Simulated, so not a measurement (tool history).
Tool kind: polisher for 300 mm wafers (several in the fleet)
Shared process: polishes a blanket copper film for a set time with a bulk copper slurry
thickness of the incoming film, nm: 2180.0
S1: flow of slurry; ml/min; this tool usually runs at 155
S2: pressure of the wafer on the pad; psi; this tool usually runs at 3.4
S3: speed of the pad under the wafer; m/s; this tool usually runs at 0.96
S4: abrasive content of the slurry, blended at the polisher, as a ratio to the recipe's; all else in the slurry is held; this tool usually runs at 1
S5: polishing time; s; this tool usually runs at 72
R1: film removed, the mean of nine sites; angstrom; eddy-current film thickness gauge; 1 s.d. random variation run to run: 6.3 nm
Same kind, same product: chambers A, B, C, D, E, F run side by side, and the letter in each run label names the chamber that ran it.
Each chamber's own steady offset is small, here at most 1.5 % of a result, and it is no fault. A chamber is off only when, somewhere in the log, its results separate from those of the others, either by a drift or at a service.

{"run": "1B", "hour": 5.4, "S1": 155, "S2": 3.4, "S3": 0.96, "S4": 1, "S5": 72, "R1": 6340}
{"run": "2C", "hour": 10.8, "S1": 155, "S2": 3.4, "S3": 0.96, "S4": 1, "S5": 72, "R1": 6305}
{"hour": 13.1, "done": "chamber C: worn pad replaced by a new one"}
{"run": "3E", "hour": 18.9, "S1": 155, "S2": 3.4, "S3": 0.96, "S4": 1, "S5": 72, "R1": 6295.9}
{"run": "4A", "hour": 23.9, "S1": 155, "S2": 3.4, "S3": 0.96, "S4": 1, "S5": 72, "R1": 6307.4}
{"hour": 24.5, "done": "chamber C: slurry blender recalibrated"}
{"run": "5D", "hour": 29.6, "S1": 155, "S2": 3.4, "S3": 0.96, "S4": 1, "S5": 72, "R1": 6259.2}
{"run": "6F", "hour": 39.4, "S1": 155, "S2": 3.4, "S3": 0.96, "S4": 1, "S5": 72, "R1": 6253.3}
{"hour": 40.4, "done": "chamber D: worn pad replaced by a new one"}
{"hour": 41.6, "done": "chamber C: slurry nozzle cleaned"}
{"hour": 45.2, "done": "chamber A: slurry nozzle cleaned"}
{"run": "7C", "hour": 46.3, "S1": 155, "S2": 2.5, "S3": 0.96, "S4": 1, "S5": 72, "R1": 4673.8}
{"run": "8A", "hour": 51.9, "S1": 155, "S2": 2.5, "S3": 0.96, "S4": 1, "S5": 72, "R1": 4628.3}
{"hour": 54.5, "done": "chamber B: worn pad replaced by a new one"}
{"hour": 55.4, "done": "chamber A: worn pad replaced by a new one"}
{"hour": 56.3, "done": "chamber F: worn pad replaced by a new one"}
{"hour": 60.2, "done": "chamber F: slurry blender recalibrated"}
{"run": "9D", "hour": 60.4, "S1": 155, "S2": 2.5, "S3": 0.96, "S4": 1, "S5": 72, "R1": 4531.4}
{"hour": 61.6, "done": "chamber E: slurry nozzle cleaned"}
{"hour": 64.8, "done": "chamber E: worn pad replaced by a new one"}
{"hour": 65.2, "done": "chamber D: slurry blender recalibrated"}
{"run": "10B", "hour": 66.8, "S1": 155, "S2": 2.5, "S3": 0.96, "S4": 1, "S5": 72, "R1": 4653.1}
{"run": "11E", "hour": 76.1, "S1": 155, "S2": 2.5, "S3": 0.96, "S4": 1, "S5": 72, "R1": 4632.9}
{"hour": 81.4, "done": "chamber A: head pressure recalibrated"}
{"hour": 83.1, "done": "chamber C: worn pad replaced by a new one"}
{"run": "12F", "hour": 85.9, "S1": 155, "S2": 2.5, "S3": 0.96, "S4": 1, "S5": 72, "R1": 4552.8}
{"run": "13A", "hour": 95.0, "S1": 155, "S2": 3.4, "S3": 0.96, "S4": 1, "S5": 72, "R1": 6191.1}
{"run": "14C", "hour": 101.1, "S1": 155, "S2": 3.4, "S3": 0.96, "S4": 1, "S5": 72, "R1": 6259.1}
{"run": "15B", "hour": 107.8, "S1": 155, "S2": 3.4, "S3": 0.96, "S4": 1, "S5": 72, "R1": 6360.6}
{"hour": 109.7, "done": "chamber A: worn pad replaced by a new one"}
{"hour": 113.6, "done": "chamber B: worn pad replaced by a new one"}
{"run": "16E", "hour": 115.6, "S1": 155, "S2": 3.4, "S3": 0.96, "S4": 1, "S5": 72, "R1": 6484}
{"hour": 118.1, "done": "chamber A: slurry blender recalibrated"}
{"run": "17F", "hour": 120.2, "S1": 155, "S2": 3.4, "S3": 0.96, "S4": 1, "S5": 72, "R1": 6229.4}
{"run": "18D", "hour": 124.6, "S1": 155, "S2": 3.4, "S3": 0.96, "S4": 1, "S5": 72, "R1": 6240.4}
{"run": "19F", "hour": 132.2, "S1": 155, "S2": 3.4, "S3": 0.96, "S4": 1, "S5": 72, "R1": 6350.1}
{"hour": 135.6, "done": "chamber C: head pressure recalibrated"}
{"run": "20E", "hour": 139.6, "S1": 155, "S2": 3.4, "S3": 0.96, "S4": 1, "S5": 72, "R1": 6213.8}
{"hour": 142.0, "done": "chamber D: worn pad replaced by a new one"}
{"run": "21D", "hour": 144.9, "S1": 155, "S2": 3.4, "S3": 0.96, "S4": 1, "S5": 72, "R1": 6168.4}
{"hour": 149.7, "done": "chamber F: worn pad replaced by a new one"}
{"run": "22B", "hour": 149.7, "S1": 155, "S2": 3.4, "S3": 0.96, "S4": 1, "S5": 72, "R1": 6366.9}
{"hour": 150.4, "done": "chamber E: worn pad replaced by a new one"}
{"run": "23A", "hour": 155.6, "S1": 155, "S2": 3.4, "S3": 0.96, "S4": 1, "S5": 72, "R1": 6361.1}
{"run": "24C", "hour": 164.9, "S1": 155, "S2": 3.4, "S3": 0.96, "S4": 1, "S5": 72, "R1": 5616.2}
{"hour": 165.2, "done": "chamber A: worn pad replaced by a new one"}
{"hour": 165.2, "done": "chamber C: worn pad replaced by a new one"}
{"hour": 167.7, "done": "chamber F: slurry blender recalibrated"}
{"hour": 169.1, "done": "chamber B: worn pad replaced by a new one"}
{"run": "25B", "hour": 172.1, "S1": 155, "S2": 3.4, "S3": 0.96, "S4": 1, "S5": 72, "R1": 6404.1}
{"run": "26E", "hour": 180.0, "S1": 180, "S2": 3.4, "S3": 0.96, "S4": 1, "S5": 72, "R1": 6457.1}
{"run": "27A", "hour": 184.6, "S1": 180, "S2": 3.4, "S3": 0.96, "S4": 1, "S5": 72, "R1": 6300.1}
{"run": "28D", "hour": 193.7, "S1": 180, "S2": 3.4, "S3": 0.96, "S4": 1, "S5": 72, "R1": 6351.3}
{"run": "29F", "hour": 201.0, "S1": 180, "S2": 3.4, "S3": 0.96, "S4": 1, "S5": 72, "R1": 6537.1}
{"hour": 202.7, "done": "chamber D: slurry nozzle cleaned"}
{"run": "30C", "hour": 209.5, "S1": 180, "S2": 3.4, "S3": 0.96, "S4": 1, "S5": 72, "R1": 5820.6}
{"run": "31D", "hour": 218.6, "S1": 180, "S2": 3.4, "S3": 0.96, "S4": 1, "S5": 72, "R1": 6368.8}
{"hour": 224.2, "done": "chamber B: worn pad replaced by a new one"}
{"run": "32E", "hour": 228.4, "S1": 155, "S2": 3.4, "S3": 0.96, "S4": 1, "S5": 72, "R1": 6314.1}
{"hour": 228.5, "done": "chamber A: worn pad replaced by a new one"}
{"hour": 235.5, "done": "chamber C: worn pad replaced by a new one"}
{"run": "33B", "hour": 236.8, "S1": 155, "S2": 3.4, "S3": 1.08, "S4": 1.25, "S5": 72, "R1": 7527.6}
{"hour": 241.3, "done": "chamber C: slurry blender recalibrated"}
{"hour": 242.3, "done": "chamber F: worn pad replaced by a new one"}
{"run": "34A", "hour": 242.3, "S1": 155, "S2": 3.4, "S3": 1.08, "S4": 1.25, "S5": 72, "R1": 7414.5}
{"hour": 246.1, "done": "chamber E: worn pad replaced by a new one"}
{"hour": 250.4, "done": "chamber D: slurry blender recalibrated"}
{"run": "35C", "hour": 251.9, "S1": 155, "S2": 3.4, "S3": 1.08, "S4": 1.25, "S5": 72, "R1": 6718.5}
{"run": "36F", "hour": 258.1, "S1": 155, "S2": 3.4, "S3": 1.08, "S4": 1.25, "S5": 72, "R1": 7504.8}
{"hour": 259.0, "done": "chamber A: slurry blender recalibrated"}
{"hour": 262.1, "done": "chamber D: worn pad replaced by a new one"}
{"run": "37D", "hour": 266.7, "S1": 155, "S2": 3.4, "S3": 1.08, "S4": 1.25, "S5": 72, "R1": 7336.6}
{"run": "38E", "hour": 271.5, "S1": 155, "S2": 3.4, "S3": 1.08, "S4": 1.25, "S5": 72, "R1": 7456.2}
{"run": "39B", "hour": 276.0, "S1": 155, "S2": 3.4, "S3": 0.96, "S4": 1, "S5": 72, "R1": 6346.1}
{"run": "40C", "hour": 280.8, "S1": 155, "S2": 3.4, "S3": 0.96, "S4": 1, "S5": 72, "R1": 5766.4}
{"hour": 284.5, "done": "chamber F: slurry blender recalibrated"}
{"hour": 288.1, "done": "chamber A: worn pad replaced by a new one"}
{"run": "41A", "hour": 290.5, "S1": 155, "S2": 3.4, "S3": 0.96, "S4": 1, "S5": 72, "R1": 6130.7}
{"run": "42F", "hour": 295.1, "S1": 155, "S2": 3.4, "S3": 0.96, "S4": 1, "S5": 72, "R1": 6390.7}
{"run": "43D", "hour": 303.6, "S1": 155, "S2": 3.4, "S3": 0.96, "S4": 1, "S5": 72, "R1": 6237.4}

The same settings go to every chamber for the next run, one line per chamber below. Forecast the results for each:
{"run": "44A", "hour": 310.6, "S1": 155, "S2": 3.4, "S3": 0.96, "S4": 1, "S5": 72, "R1": "?"}
{"run": "44B", "hour": 310.6, "S1": 155, "S2": 3.4, "S3": 0.96, "S4": 1, "S5": 72, "R1": "?"}
{"run": "44C", "hour": 310.6, "S1": 155, "S2": 3.4, "S3": 0.96, "S4": 1, "S5": 72, "R1": "?"}
{"run": "44D", "hour": 310.6, "S1": 155, "S2": 3.4, "S3": 0.96, "S4": 1, "S5": 72, "R1": "?"}
{"run": "44E", "hour": 310.6, "S1": 155, "S2": 3.4, "S3": 0.96, "S4": 1, "S5": 72, "R1": "?"}
{"run": "44F", "hour": 310.6, "S1": 155, "S2": 3.4, "S3": 0.96, "S4": 1, "S5": 72, "R1": "?"}

run=44A R1=6386
run=44B R1=6371.3
run=44C R1=5686.4
run=44D R1=6336.3
run=44E R1=6228.8
run=44F R1=6320.1
